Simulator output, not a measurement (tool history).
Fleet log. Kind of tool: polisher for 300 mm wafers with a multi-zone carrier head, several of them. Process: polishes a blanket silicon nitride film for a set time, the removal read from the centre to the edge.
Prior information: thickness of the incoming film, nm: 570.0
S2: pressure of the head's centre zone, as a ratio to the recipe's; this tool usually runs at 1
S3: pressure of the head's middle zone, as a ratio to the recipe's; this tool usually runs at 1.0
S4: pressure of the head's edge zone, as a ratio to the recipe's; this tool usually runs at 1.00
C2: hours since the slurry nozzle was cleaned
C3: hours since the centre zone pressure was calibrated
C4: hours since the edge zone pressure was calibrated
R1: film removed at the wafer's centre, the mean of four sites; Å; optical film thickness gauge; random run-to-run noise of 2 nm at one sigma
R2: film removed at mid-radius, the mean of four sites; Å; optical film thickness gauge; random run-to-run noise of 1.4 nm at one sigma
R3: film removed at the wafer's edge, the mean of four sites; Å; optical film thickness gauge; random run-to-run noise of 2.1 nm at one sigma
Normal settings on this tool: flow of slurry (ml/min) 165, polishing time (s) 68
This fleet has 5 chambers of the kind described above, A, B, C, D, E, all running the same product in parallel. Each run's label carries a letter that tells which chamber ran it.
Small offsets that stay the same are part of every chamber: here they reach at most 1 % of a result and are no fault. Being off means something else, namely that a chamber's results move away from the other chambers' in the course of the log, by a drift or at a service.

run 1B day=0.383 | flow_of_slurry_(ml/min)=165 S2=1 S3=1.0 S4=1.00 polishing_time_(s)=68 | wafers_polished_on_this_pad=466 C2=100.7 C3=56.6 C4=282.6 | R1=2264.0 R2=2247.3 R3=2260.2
-- day=0.758 chamber E: worn pad replaced by a new one
run 2D day=0.854 | flow_of_slurry_(ml/min)=165 S2=1 S3=1.0 S4=1.00 polishing_time_(s)=68 | wafers_polished_on_this_pad=630 C2=766.2 C3=588.9 C4=849.6 | R1=2231.4 R2=2224.0 R3=2234.1
-- day=1.071 chamber A: worn pad replaced by a new one
run 3E day=1.162 | flow_of_slurry_(ml/min)=165 S2=1 S3=1.0 S4=1.00 polishing_time_(s)=68 | wafers_polished_on_this_pad=156 C2=550.3 C3=435.8 C4=496.7 | R1=2250.9 R2=2220.7 R3=2259.9
-- day=1.312 chamber C: worn pad replaced by a new one
run 4A day=1.642 | flow_of_slurry_(ml/min)=165 S2=1 S3=1.0 S4=1.00 polishing_time_(s)=68 | wafers_polished_on_this_pad=221 C2=317.4 C3=348.8 C4=341.4 | R1=2194.9 R2=2252.7 R3=2236.1
run 5C day=2.004 | flow_of_slurry_(ml/min)=165 S2=1 S3=1.0 S4=1.00 polishing_time_(s)=68 | wafers_polished_on_this_pad=267 C2=412.3 C3=427.5 C4=51.1 | R1=2216.3 R2=2267.3 R3=2268.1
-- day=2.083 chamber D: worn pad replaced by a new one
run 6E day=2.246 | flow_of_slurry_(ml/min)=165 S2=1 S3=1.0 S4=1.00 polishing_time_(s)=68 | wafers_polished_on_this_pad=574 C2=576.3 C3=461.8 C4=522.7 | R1=2239.3 R2=2220.8 R3=2235.0
-- day=2.517 chamber D: slurry nozzle cleaned
run 7B day=2.608 | flow_of_slurry_(ml/min)=165 S2=1 S3=1.0 S4=1.00 polishing_time_(s)=68 | wafers_polished_on_this_pad=1324 C2=154.1 C3=110.0 C4=336.0 | R1=2208.1 R2=2246.9 R3=2194.6
run 8D day=2.996 | flow_of_slurry_(ml/min)=200 S2=1 S3=1.0 S4=1.00 polishing_time_(s)=68 | wafers_polished_on_this_pad=352 C2=11.5 C3=640.3 C4=901.0 | R1=2302.1 R2=2302.3 R3=2292.4
-- day=3.321 chamber E: worn pad replaced by a new one
run 9C day=3.346 | flow_of_slurry_(ml/min)=200 S2=1 S3=1.0 S4=1.00 polishing_time_(s)=68 | wafers_polished_on_this_pad=784 C2=444.5 C3=459.7 C4=83.3 | R1=2321.0 R2=2308.6 R3=2312.1
run 10A day=3.588 | flow_of_slurry_(ml/min)=200 S2=1 S3=1.0 S4=1.00 polishing_time_(s)=68 | wafers_polished_on_this_pad=971 C2=364.1 C3=395.5 C4=388.1 | R1=2269.5 R2=2290.1 R3=2270.9
run 11E day=3.833 | flow_of_slurry_(ml/min)=200 S2=1 S3=1.0 S4=1.00 polishing_time_(s)=68 | wafers_polished_on_this_pad=197 C2=614.4 C3=499.9 C4=560.8 | R1=2268.2 R2=2285.5 R3=2258.8
-- day=3.867 chamber C: worn pad replaced by a new one
-- day=3.908 chamber A: worn pad replaced by a new one
run 12A day=4.083 | flow_of_slurry_(ml/min)=200 S2=1 S3=1.0 S4=1.00 polishing_time_(s)=68 | wafers_polished_on_this_pad=68 C2=376.0 C3=407.4 C4=400.0 | R1=2282.0 R2=2287.1 R3=2267.3
run 13C day=4.554 | flow_of_slurry_(ml/min)=165 S2=1 S3=1.0 S4=0.90 polishing_time_(s)=60 | wafers_polished_on_this_pad=265 C2=473.5 C3=488.7 C4=112.3 | R1=1950.3 R2=2005.8 R3=1900.6
-- day=4.596 chamber D: edge zone pressure recalibrated
run 14B day=4.829 | flow_of_slurry_(ml/min)=165 S2=1 S3=1.0 S4=0.90 polishing_time_(s)=60 | wafers_polished_on_this_pad=2180 C2=207.4 C3=163.3 C4=389.3 | R1=1941.5 R2=1939.1 R3=1842.7
-- day=5.262 chamber D: worn pad replaced by a new one
run 15D day=5.288 | flow_of_slurry_(ml/min)=165 S2=1 S3=1.0 S4=0.90 polishing_time_(s)=60 | wafers_polished_on_this_pad=10 C2=66.5 C3=695.3 C4=16.7 | R1=1978.0 R2=1985.3 R3=1884.5
-- day=5.375 chamber A: centre zone pressure recalibrated
run 16E day=5.708 | flow_of_slurry_(ml/min)=165 S2=1 S3=1.0 S4=0.90 polishing_time_(s)=60 | wafers_polished_on_this_pad=920 C2=659.4 C3=544.9 C4=605.8 | R1=1993.2 R2=1978.7 R3=1874.4
run 17D day=6.004 | flow_of_slurry_(ml/min)=165 S2=1 S3=1.0 S4=0.90 polishing_time_(s)=60 | wafers_polished_on_this_pad=286 C2=83.7 C3=712.5 C4=33.9 | R1=1949.7 R2=1963.5 R3=1875.3
-- day=6.008 chamber E: worn pad replaced by a new one
run 18A day=6.279 | flow_of_slurry_(ml/min)=165 S2=1 S3=1.0 S4=1.00 polishing_time_(s)=68 | wafers_polished_on_this_pad=914 C2=428.7 C3=21.7 C4=452.7 | R1=2226.8 R2=2235.3 R3=2229.7
-- day=6.300 chamber E: slurry nozzle cleaned
-- day=6.492 chamber A: worn pad replaced by a new one
run 19B day=6.521 | flow_of_slurry_(ml/min)=165 S2=1 S3=1.0 S4=1.00 polishing_time_(s)=68 | wafers_polished_on_this_pad=2832 C2=248.0 C3=203.9 C4=429.9 | R1=2199.7 R2=2191.0 R3=2191.0
-- day=6.779 chamber C: worn pad replaced by a new one
run 20C day=6.796 | flow_of_slurry_(ml/min)=165 S2=1 S3=1.0 S4=1.00 polishing_time_(s)=68 | wafers_polished_on_this_pad=7 C2=527.3 C3=542.5 C4=166.1 | R1=2198.8 R2=2227.9 R3=2260.8
run 21E day=7.154 | flow_of_slurry_(ml/min)=165 S2=1 S3=1.0 S4=1.00 polishing_time_(s)=68 | wafers_polished_on_this_pad=442 C2=20.5 C3=579.6 C4=640.5 | R1=2232.9 R2=2206.3 R3=2271.7
run 22B day=7.458 | flow_of_slurry_(ml/min)=165 S2=1 S3=1.0 S4=1.00 polishing_time_(s)=68 | wafers_polished_on_this_pad=3193 C2=270.5 C3=226.4 C4=452.4 | R1=2147.8 R2=2173.4 R3=2173.6
run 23D day=7.746 | flow_of_slurry_(ml/min)=165 S2=1 S3=1.0 S4=1.00 polishing_time_(s)=68 | wafers_polished_on_this_pad=958 C2=125.5 C3=754.3 C4=75.7 | R1=2267.7 R2=2216.6 R3=2247.2
run 24C day=8.088 | flow_of_slurry_(ml/min)=165 S2=1 S3=1.0 S4=1.00 polishing_time_(s)=68 | wafers_polished_on_this_pad=505 C2=558.3 C3=573.5 C4=197.1 | R1=2236.7 R2=2235.2 R3=2225.4
run 25A day=8.554 | flow_of_slurry_(ml/min)=165 S2=1 S3=1.0 S4=1.00 polishing_time_(s)=68 | wafers_polished_on_this_pad=796 C2=483.3 C3=76.3 C4=507.3 | R1=2253.0 R2=2246.0 R3=2212.9
-- day=8.596 chamber D: worn pad replaced by a new one
-- day=8.771 chamber D: centre zone pressure recalibrated
-- day=8.825 chamber A: worn pad replaced by a new one
run 26A day=8.842 | flow_of_slurry_(ml/min)=165 S2=1 S3=1.0 S4=1.00 polishing_time_(s)=68 | wafers_polished_on_this_pad=7 C2=490.2 C3=83.2 C4=514.2 | R1=2214.3 R2=2222.2 R3=2231.6
-- day=8.858 chamber E: worn pad replaced by a new one
run 27B day=9.308 | flow_of_slurry_(ml/min)=165 S2=1 S3=1.0 S4=1.00 polishing_time_(s)=68 | wafers_polished_on_this_pad=3906 C2=314.9 C3=270.8 C4=496.8 | R1=2133.3 R2=2129.1 R3=2142.0
-- day=9.425 chamber C: centre zone pressure recalibrated
-- day=9.433 chamber C: worn pad replaced by a new one
run 28D day=9.558 | flow_of_slurry_(ml/min)=165 S2=1 S3=1.0 S4=1.00 polishing_time_(s)=68 | wafers_polished_on_this_pad=371 C2=169.0 C3=18.9 C4=119.2 | R1=2214.1 R2=2221.4 R3=2283.9
run 29E day=10.008 | flow_of_slurry_(ml/min)=165 S2=1 S3=1.0 S4=1.00 polishing_time_(s)=68 | wafers_polished_on_this_pad=443 C2=89.0 C3=648.1 C4=709.0 | R1=2256.8 R2=2217.2 R3=2231.5
run 30C day=10.450 | flow_of_slurry_(ml/min)=165 S2=1 S3=1.0 S4=1.00 polishing_time_(s)=68 | wafers_polished_on_this_pad=392 C2=615.0 C3=24.7 C4=253.8 | R1=2238.0 R2=2252.1 R3=2265.0
run 31C day=10.850 | flow_of_slurry_(ml/min)=165 S2=1 S3=1.0 S4=1.00 polishing_time_(s)=68 | wafers_polished_on_this_pad=546 C2=624.6 C3=34.3 C4=263.4 | R1=2216.9 R2=2236.8 R3=2254.1
run 32D day=11.183 | flow_of_slurry_(ml/min)=120 S2=1 S3=1.0 S4=0.93 polishing_time_(s)=68 | wafers_polished_on_this_pad=998 C2=208.0 C3=57.9 C4=158.2 | R1=2060.5 R2=2089.0 R3=2086.9
-- day=11.283 chamber D: worn pad replaced by a new one
run 33A day=11.483 | flow_of_slurry_(ml/min)=120 S2=1 S3=1.0 S4=0.93 polishing_time_(s)=68 | wafers_polished_on_this_pad=1025 C2=553.6 C3=146.6 C4=577.6 | R1=2079.9 R2=2107.9 R3=2024.9
-- day=11.500 chamber A: worn pad replaced by a new one
-- day=11.708 chamber E: worn pad replaced by a new one
run 34B day=11.954 | flow_of_slurry_(ml/min)=120 S2=1 S3=1.0 S4=0.93 polishing_time_(s)=68 | wafers_polished_on_this_pad=4926 C2=378.4 C3=334.3 C4=560.3 | R1=1979.7 R2=1998.7 R3=1952.8
-- day=12.183 chamber C: worn pad replaced by a new one
run 35E day=12.458 | flow_of_slurry_(ml/min)=120 S2=1 S3=1.0 S4=0.93 polishing_time_(s)=68 | wafers_polished_on_this_pad=289 C2=147.8 C3=706.9 C4=767.8 | R1=2060.8 R2=2102.5 R3=2098.2
-- day=12.612 chamber C: slurry nozzle cleaned
run 36D day=12.758 | flow_of_slurry_(ml/min)=120 S2=1 S3=1.0 S4=0.93 polishing_time_(s)=68 | wafers_polished_on_this_pad=569 C2=245.8 C3=95.7 C4=196.0 | R1=2085.1 R2=2076.1 R3=2042.4
run 37A day=13.208 | flow_of_slurry_(ml/min)=165 S2=1 S3=1.0 S4=1.00 polishing_time_(s)=68 | wafers_polished_on_this_pad=658 C2=595.0 C3=188.0 C4=619.0 | R1=2228.4 R2=2221.9 R3=2197.9
run 38C day=13.567 | flow_of_slurry_(ml/min)=165 S2=1 S3=1.1 S4=1.00 polishing_time_(s)=83 | wafers_polished_on_this_pad=534 C2=23.0 C3=99.5 C4=328.6 | R1=2727.1 R2=2997.3 R3=2742.8

Is one chamber out of step, is the gauge drifting, or do the chambers differ by no more than their own small offsets? For an off chamber, give its letter and the likeliest cause.

Chamber B drifts away from the others.
What lies behind it: removal rate lost through wear of the pad, % = 6.28.
The log may not tell that from: slurry flow missing at the pad, %.

Here are 4 candidates for chamber B's next run, each the usual settings with a change, their results left as question marks. Which one brings its results back in line with what the others give on the usual settings?
In line here means within this much of the mean the other chambers give on the usual settings: R1 70.0 Å; R2 49.0 Å; R3 75.0 Å
run 39B-1 day=13.962 | flow_of_slurry_(ml/min)=165 S2=1 S3=1.0 S4=1.00 polishing_time_(s)=69 | R1=? R2=? R3=?
run 39B-2 day=13.962 | flow_of_slurry_(ml/min)=165 S2=1 S3=1.0 S4=1.00 polishing_time_(s)=67 | R1=? R2=? R3=?
run 39B-3 day=13.962 | flow_of_slurry_(ml/min)=165 S2=1 S3=1.0 S4=0.99 polishing_time_(s)=64 | R1=? R2=? R3=?
run 39B-4 day=13.962 | flow_of_slurry_(ml/min)=165 S2=1 S3=1.0 S4=1.01 polishing_time_(s)=72 | R1=? R2=? R3=?

Usual-settings mean across the other chambers: R1 2228.8 Å; R2 2237.0 Å; R3 2243.6 Å
run=39B-1 R1=2129.5 R2=2136.6 R3=2151.1
run=39B-2 R1=2067.7 R2=2074.7 R3=2088.8
run=39B-3 R1=1975.1 R2=1981.8 R3=1984.9
run=39B-4 R1=2222.0 R2=2229.5 R3=2256.3
The answer is 39B-4, which returns the chamber to within the allowed miss of the others.
